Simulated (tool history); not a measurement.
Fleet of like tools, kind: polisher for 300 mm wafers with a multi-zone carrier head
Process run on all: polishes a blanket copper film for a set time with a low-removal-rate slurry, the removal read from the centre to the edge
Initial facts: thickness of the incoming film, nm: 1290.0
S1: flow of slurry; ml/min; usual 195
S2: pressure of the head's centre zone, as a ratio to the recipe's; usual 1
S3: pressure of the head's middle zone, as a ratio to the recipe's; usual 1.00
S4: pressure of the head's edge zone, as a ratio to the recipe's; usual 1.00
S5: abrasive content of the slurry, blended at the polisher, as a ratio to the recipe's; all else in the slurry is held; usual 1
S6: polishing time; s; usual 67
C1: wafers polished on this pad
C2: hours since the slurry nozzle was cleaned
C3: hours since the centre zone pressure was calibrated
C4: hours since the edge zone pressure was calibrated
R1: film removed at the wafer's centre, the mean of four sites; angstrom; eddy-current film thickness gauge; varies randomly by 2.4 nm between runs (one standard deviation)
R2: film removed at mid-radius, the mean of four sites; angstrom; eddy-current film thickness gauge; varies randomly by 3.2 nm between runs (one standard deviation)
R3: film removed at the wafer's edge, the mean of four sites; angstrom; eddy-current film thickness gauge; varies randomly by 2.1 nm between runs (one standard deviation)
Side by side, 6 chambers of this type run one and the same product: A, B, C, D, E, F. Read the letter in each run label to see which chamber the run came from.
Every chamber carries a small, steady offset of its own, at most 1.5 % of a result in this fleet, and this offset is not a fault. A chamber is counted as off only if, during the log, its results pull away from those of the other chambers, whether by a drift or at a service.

-- hour=3.4 chamber D: worn pad replaced by a new one
-- hour=3.5 chamber E: centre zone pressure recalibrated
run 1D hour=6.5 | S1=195 S2=1 S3=1.00 S4=1.00 S5=1 S6=67 | C1=49 C2=72.5 C3=130.2 C4=559.1 | R1=2345.2 R2=2395.4 R3=2364.7
run 2A hour=13.1 | S1=195 S2=1 S3=1.00 S4=1.00 S5=1 S6=67 | C1=966 C2=535.1 C3=729.4 C4=310.4 | R1=2328.9 R2=2361.0 R3=2344.5
-- hour=14.8 chamber F: worn pad replaced by a new one
-- hour=14.8 chamber E: worn pad replaced by a new one
-- hour=17.4 chamber B: worn pad replaced by a new one
run 3B hour=17.4 | S1=195 S2=1 S3=1.00 S4=1.00 S5=1 S6=67 | C1=0 C2=174.3 C3=562.7 C4=670.7 | R1=2370.9 R2=2404.6 R3=2416.8
-- hour=18.4 chamber A: worn pad replaced by a new one
run 4C hour=26.4 | S1=195 S2=1 S3=1.00 S4=1.00 S5=1 S6=67 | C1=600 C2=646.7 C3=304.8 C4=235.8 | R1=2383.5 R2=2413.6 R3=2364.0
run 5F hour=31.7 | S1=195 S2=1 S3=1.00 S4=1.00 S5=1 S6=67 | C1=262 C2=131.2 C3=534.9 C4=223.5 | R1=2406.1 R2=2386.6 R3=2417.7
run 6E hour=37.5 | S1=195 S2=1 S3=1.00 S4=1.00 S5=1 S6=67 | C1=353 C2=117.4 C3=34.0 C4=357.3 | R1=2440.2 R2=2360.9 R3=2404.9
-- hour=42.3 chamber B: centre zone pressure recalibrated
-- hour=42.9 chamber C: worn pad replaced by a new one
run 7B hour=43.1 | S1=195 S2=1 S3=1.00 S4=1.00 S5=1 S6=67 | C1=398 C2=200.0 C3=0.9 C4=696.4 | R1=2438.0 R2=2443.9 R3=2393.5
run 8D hour=50.1 | S1=195 S2=1 S3=1.00 S4=1.00 S5=1 S6=67 | C1=724 C2=116.1 C3=173.8 C4=602.7 | R1=2374.9 R2=2395.6 R3=2379.6
run 9F hour=55.4 | S1=195 S2=1 S3=1.00 S4=1.00 S5=1 S6=67 | C1=629 C2=154.9 C3=558.6 C4=247.2 | R1=2408.6 R2=2321.4 R3=2361.4
run 10E hour=60.2 | S1=195 S2=1 S3=1.00 S4=1.00 S5=1 S6=67 | C1=704 C2=140.1 C3=56.7 C4=380.0 | R1=2417.7 R2=2348.7 R3=2374.3
-- hour=62.6 chamber B: worn pad replaced by a new one
run 11C hour=64.7 | S1=195 S2=1 S3=1.00 S4=1.00 S5=1 S6=67 | C1=338 C2=685.0 C3=343.1 C4=274.1 | R1=2388.5 R2=2322.6 R3=2378.1
-- hour=67.7 chamber D: worn pad replaced by a new one
run 12A hour=73.7 | S1=195 S2=1 S3=1.00 S4=1.00 S5=1 S6=67 | C1=857 C2=595.7 C3=790.0 C4=371.0 | R1=2331.3 R2=2367.8 R3=2377.2
run 13F hour=77.8 | S1=195 S2=1 S3=1.00 S4=1.00 S5=1 S6=67 | C1=976 C2=177.3 C3=581.0 C4=269.6 | R1=2391.6 R2=2396.7 R3=2388.3
-- hour=82.6 chamber E: worn pad replaced by a new one
-- hour=82.8 chamber A: worn pad replaced by a new one
run 14C hour=84.6 | S1=195 S2=1 S3=1.00 S4=1.00 S5=1 S6=67 | C1=646 C2=704.9 C3=363.0 C4=294.0 | R1=2378.1 R2=2345.4 R3=2387.9
run 15A hour=91.6 | S1=195 S2=1 S3=1.00 S4=1.00 S5=1 S6=67 | C1=136 C2=613.6 C3=807.9 C4=388.9 | R1=2267.7 R2=2333.7 R3=2350.5
run 16D hour=97.6 | S1=195 S2=1 S3=1.00 S4=1.00 S5=1 S6=67 | C1=464 C2=163.6 C3=221.3 C4=650.2 | R1=2357.3 R2=2393.5 R3=2399.5
-- hour=100.2 chamber D: edge zone pressure recalibrated
-- hour=101.8 chamber F: worn pad replaced by a new one
-- hour=102.8 chamber C: worn pad replaced by a new one
run 17B hour=105.2 | S1=195 S2=1 S3=1.00 S4=1.00 S5=1 S6=67 | C1=660 C2=262.1 C3=63.0 C4=758.5 | R1=2384.5 R2=2412.5 R3=2380.1
-- hour=109.2 chamber B: worn pad replaced by a new one
run 18E hour=113.1 | S1=195 S2=1 S3=1.00 S4=1.00 S5=1 S6=67 | C1=472 C2=193.0 C3=109.6 C4=432.9 | R1=2410.0 R2=2400.9 R3=2346.5
run 19C hour=117.5 | S1=195 S2=1 S3=1.00 S4=0.95 S5=1 S6=67 | C1=228 C2=737.8 C3=395.9 C4=326.9 | R1=2435.2 R2=2379.5 R3=2301.0
-- hour=122.6 chamber C: slurry nozzle cleaned
run 20D hour=126.0 | S1=195 S2=1 S3=1.00 S4=0.95 S5=1 S6=67 | C1=904 C2=192.0 C3=249.7 C4=25.8 | R1=2366.3 R2=2453.6 R3=2294.5
run 21F hour=130.8 | S1=195 S2=1 S3=1.00 S4=0.95 S5=1 S6=67 | C1=450 C2=230.3 C3=634.0 C4=322.6 | R1=2402.9 R2=2352.0 R3=2307.7
-- hour=135.3 chamber D: worn pad replaced by a new one
run 22B hour=138.7 | S1=195 S2=1 S3=1.00 S4=0.95 S5=1 S6=67 | C1=458 C2=295.6 C3=96.5 C4=792.0 | R1=2377.5 R2=2377.6 R3=2329.6
-- hour=143.8 chamber A: worn pad replaced by a new one
-- hour=144.0 chamber E: worn pad replaced by a new one
run 23E hour=145.2 | S1=195 S2=1 S3=1.00 S4=0.95 S5=1 S6=67 | C1=19 C2=225.1 C3=141.7 C4=465.0 | R1=2379.6 R2=2341.4 R3=2287.3
-- hour=146.9 chamber F: slurry nozzle cleaned
run 24A hour=154.2 | S1=195 S2=1 S3=1.00 S4=0.95 S5=1 S6=67 | C1=161 C2=676.2 C3=870.5 C4=451.5 | R1=2232.4 R2=2362.6 R3=2334.1
-- hour=156.0 chamber B: worn pad replaced by a new one
run 25F hour=158.3 | S1=195 S2=1 S3=1.00 S4=1.00 S5=1 S6=67 | C1=876 C2=11.5 C3=661.5 C4=350.1 | R1=2382.1 R2=2416.8 R3=2381.9
-- hour=162.7 chamber C: worn pad replaced by a new one
run 26D hour=166.4 | S1=195 S2=1 S3=0.94 S4=1.00 S5=1 S6=67 | C1=482 C2=232.4 C3=290.1 C4=66.2 | R1=2375.3 R2=2295.3 R3=2413.0
run 27B hour=171.0 | S1=195 S2=1 S3=0.94 S4=1.00 S5=1 S6=67 | C1=233 C2=327.9 C3=128.8 C4=824.3 | R1=2388.7 R2=2230.9 R3=2400.0
run 28C hour=180.1 | S1=195 S2=1 S3=0.94 S4=1.00 S5=1 S6=67 | C1=269 C2=57.6 C3=458.5 C4=389.5 | R1=2421.9 R2=2170.0 R3=2336.4
-- hour=184.4 chamber D: slurry nozzle cleaned
run 29A hour=188.8 | S1=195 S2=1 S3=0.94 S4=1.00 S5=1 S6=67 | C1=697 C2=710.8 C3=905.1 C4=486.1 | R1=2193.1 R2=2225.9 R3=2345.8
run 30E hour=197.5 | S1=195 S2=1 S3=0.94 S4=1.00 S5=1 S6=67 | C1=829 C2=277.4 C3=194.0 C4=517.3 | R1=2410.7 R2=2254.5 R3=2351.7
-- hour=200.9 chamber B: worn pad replaced by a new one
run 31B hour=202.4 | S1=195 S2=1 S3=0.94 S4=1.00 S5=1 S6=67 | C1=23 C2=359.3 C3=160.2 C4=855.7 | R1=2467.6 R2=2246.5 R3=2402.7
-- hour=205.7 chamber F: worn pad replaced by a new one
-- hour=206.1 chamber D: worn pad replaced by a new one
run 32D hour=208.0 | S1=195 S2=1 S3=1.00 S4=1.00 S5=1 S6=67 | C1=29 C2=23.6 C3=331.7 C4=107.8 | R1=2348.3 R2=2386.1 R3=2369.0
-- hour=208.5 chamber E: worn pad replaced by a new one
-- hour=210.3 chamber A: worn pad replaced by a new one
run 33F hour=214.1 | S1=195 S2=1 S3=1.00 S4=1.00 S5=1 S6=53 | C1=130 C2=67.3 C3=717.3 C4=405.9 | R1=1882.5 R2=1890.8 R3=1887.5
-- hour=215.3 chamber C: worn pad replaced by a new one
run 34C hour=221.3 | S1=195 S2=1 S3=1.00 S4=1.00 S5=1 S6=53 | C1=93 C2=98.8 C3=499.7 C4=430.7 | R1=1885.9 R2=1860.4 R3=1852.6
run 35A hour=227.0 | S1=195 S2=1 S3=1.00 S4=1.00 S5=1 S6=53 | C1=259 C2=749.0 C3=943.3 C4=524.3 | R1=1711.5 R2=1839.0 R3=1831.9
run 36E hour=234.3 | S1=195 S2=1 S3=1.00 S4=1.00 S5=1 S6=53 | C1=400 C2=314.2 C3=230.8 C4=554.1 | R1=1865.2 R2=1873.9 R3=1909.0
run 37C hour=242.8 | S1=195 S2=1 S3=1.00 S4=1.00 S5=1 S6=53 | C1=426 C2=120.3 C3=521.2 C4=452.2 | R1=1909.2 R2=1870.8 R3=1884.1
run 38E hour=247.7 | S1=195 S2=1 S3=1.00 S4=1.00 S5=1 S6=53 | C1=607 C2=327.6 C3=244.2 C4=567.5 | R1=1878.5 R2=1854.5 R3=1890.0
run 39F hour=252.0 | S1=195 S2=1 S3=1.00 S4=1.00 S5=1 S6=67 | C1=717 C2=105.2 C3=755.2 C4=443.8 | R1=2419.7 R2=2391.4 R3=2395.5
-- hour=256.7 chamber D: centre zone pressure recalibrated
run 40D hour=261.2 | S1=195 S2=1 S3=1.00 S4=1.00 S5=1 S6=67 | C1=853 C2=76.8 C3=4.5 C4=161.0 | R1=2377.2 R2=2378.9 R3=2358.8

Next, every chamber runs the same settings. What will each give?
run 41A hour=267.8 | S1=195 S2=1 S3=1.00 S4=1.00 S5=1 S6=67 | R1=? R2=? R3=?
run 41B hour=267.8 | S1=195 S2=1 S3=1.00 S4=1.00 S5=1 S6=67 | R1=? R2=? R3=?
run 41C hour=267.8 | S1=195 S2=1 S3=1.00 S4=1.00 S5=1 S6=67 | R1=? R2=? R3=?
run 41D hour=267.8 | S1=195 S2=1 S3=1.00 S4=1.00 S5=1 S6=67 | R1=? R2=? R3=?
run 41E hour=267.8 | S1=195 S2=1 S3=1.00 S4=1.00 S5=1 S6=67 | R1=? R2=? R3=?
run 41F hour=267.8 | S1=195 S2=1 S3=1.00 S4=1.00 S5=1 S6=67 | R1=? R2=? R3=?

run=41A R1=2102.7 R2=2392.8 R3=2357.4
run=41B R1=2362.6 R2=2386.5 R3=2410.1
run=41C R1=2373.2 R2=2267.4 R3=2333.0
run=41D R1=2404.7 R2=2403.1 R3=2404.6
run=41E R1=2366.0 R2=2397.8 R3=2374.7
run=41F R1=2435.0 R2=2416.2 R3=2401.8
